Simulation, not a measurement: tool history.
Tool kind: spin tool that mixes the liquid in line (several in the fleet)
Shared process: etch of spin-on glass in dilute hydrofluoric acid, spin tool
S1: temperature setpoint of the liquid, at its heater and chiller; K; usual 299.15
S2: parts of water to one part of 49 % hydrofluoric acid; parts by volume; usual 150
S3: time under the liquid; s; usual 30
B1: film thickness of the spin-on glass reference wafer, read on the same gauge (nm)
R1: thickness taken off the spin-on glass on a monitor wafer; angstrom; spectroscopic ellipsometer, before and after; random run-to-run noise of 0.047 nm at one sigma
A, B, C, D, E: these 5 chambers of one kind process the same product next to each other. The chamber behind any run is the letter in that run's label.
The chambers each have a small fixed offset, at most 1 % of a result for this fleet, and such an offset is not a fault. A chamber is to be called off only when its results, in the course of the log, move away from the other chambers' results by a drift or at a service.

| run | hour | S1 | S2 | S3 | B1 | R1 |
|---|---|---|---|---|---|---|
| 1D | 4.7 | 299.15 | 150 | 30 | 129.94 | 88.767 |
| 2B | 11.1 | 299.15 | 150 | 30 | 130 | 89.954 |
| 3A | 16.8 | 299.15 | 150 | 30 | 130 | 90.313 |
| 4E | 21.8 | 299.15 | 150 | 30 | 130.01 | 89.948 |
| 5C | 26.3 | 299.15 | 150 | 30 | 130.02 | 89.23 |
| 6C | 33.5 | 299.15 | 150 | 30 | 129.96 | 91.21 |
| 7B | 40 | 299.15 | 150 | 20 | 130 | 59.959 |
| 8E | 45.7 | 299.15 | 150 | 20 | 130.01 | 60.007 |
| 9A | 50.9 | 299.15 | 150 | 20 | 129.99 | 60.112 |
| 10D | 60.2 | 299.15 | 150 | 20 | 130.03 | 59.369 |
| 11C | 67.5 | 299.15 | 150 | 20 | 130.01 | 60.173 |
| 12B | 74 | 299.15 | 150 | 30 | 130 | 90.353 |
| 13D | 82.6 | 299.15 | 150 | 30 | 130.01 | 89.574 |
| 14A | 88.6 | 299.15 | 150 | 30 | 130.01 | 90.113 |
| 15E | 93.3 | 299.15 | 150 | 30 | 129.96 | 89.949 |
|  | 99.9 | chamber B: thermometer replaced |
| 16C | 100.2 | 299.15 | 150 | 30 | 129.97 | 91.363 |
| 17D | 109.5 | 299.15 | 150 | 30 | 129.96 | 88.923 |
| 18A | 116.2 | 299.15 | 150 | 30 | 129.98 | 90.757 |
| 19E | 122.9 | 299.15 | 150 | 30 | 130.03 | 90.391 |
| 20B | 130.8 | 299.15 | 150 | 30 | 130.03 | 89.742 |
|  | 131.1 | chamber E: hydrofluoric acid flow meter replaced |
| 21A | 139.8 | 299.15 | 150 | 30 | 130.03 | 89.665 |
| 22D | 146 | 299.15 | 150 | 30 | 129.96 | 88.726 |
| 23B | 152.2 | 299.15 | 150 | 30 | 129.97 | 90.071 |
| 24E | 158.4 | 299.15 | 150 | 30 | 130.02 | 89.895 |
| 25C | 165.1 | 299.15 | 150 | 15 | 130.02 | 46.979 |
| 26E | 172.3 | 299.15 | 150 | 15 | 130 | 44.72 |
| 27A | 178.3 | 299.15 | 150 | 15 | 129.97 | 44.973 |
| 28D | 186.3 | 299.15 | 150 | 15 | 130.03 | 45.066 |
| 29C | 195.4 | 299.15 | 150 | 15 | 129.98 | 47.135 |
| 30B | 200.6 | 299.15 | 150 | 30 | 130.02 | 89.82 |
| 31A | 208.3 | 299.15 | 150 | 30 | 130 | 91.302 |

One chamber off, gauge drift, or nothing amiss beyond the chambers' own small offsets? If it is a chamber, which one, and what is the likeliest cause?

Little by little, chamber C moves away from the other chambers.
What lies behind it: liquid hotter than its thermometer reads (K) = 1.47.
Not necessarily distinguishable in this log from: hydrofluoric acid flow above the setpoint (%).

Below are 4 candidate recipes for chamber C's next run, each the usual settings with a change, their results shown as question marks. Which of them brings C's results back in line with what the other chambers give on the usual settings?
Counts as in line when no further than this from what the other chambers average on the usual settings: R1 1.6 angstrom
| 32C-1 | 215 | 302.15 | 150 | 30 |  | ? |
| 32C-2 | 215 | 300.65 | 150 | 30 |  | ? |
| 32C-3 | 215 | 296.15 | 150 | 30 |  | ? |
| 32C-4 | 215 | 297.65 | 150 | 30 |  | ? |

On the usual settings, the other chambers give on average: R1 89.672 angstrom
| run | R1 |
|---|---|
| 32C-1 | 106.06 |
| 32C-2 | 100.41 |
| 32C-3 | 84.775 |
| 32C-4 | 89.784 |
The right change is 32C-4: it brings the chamber back within the allowed miss of the others.

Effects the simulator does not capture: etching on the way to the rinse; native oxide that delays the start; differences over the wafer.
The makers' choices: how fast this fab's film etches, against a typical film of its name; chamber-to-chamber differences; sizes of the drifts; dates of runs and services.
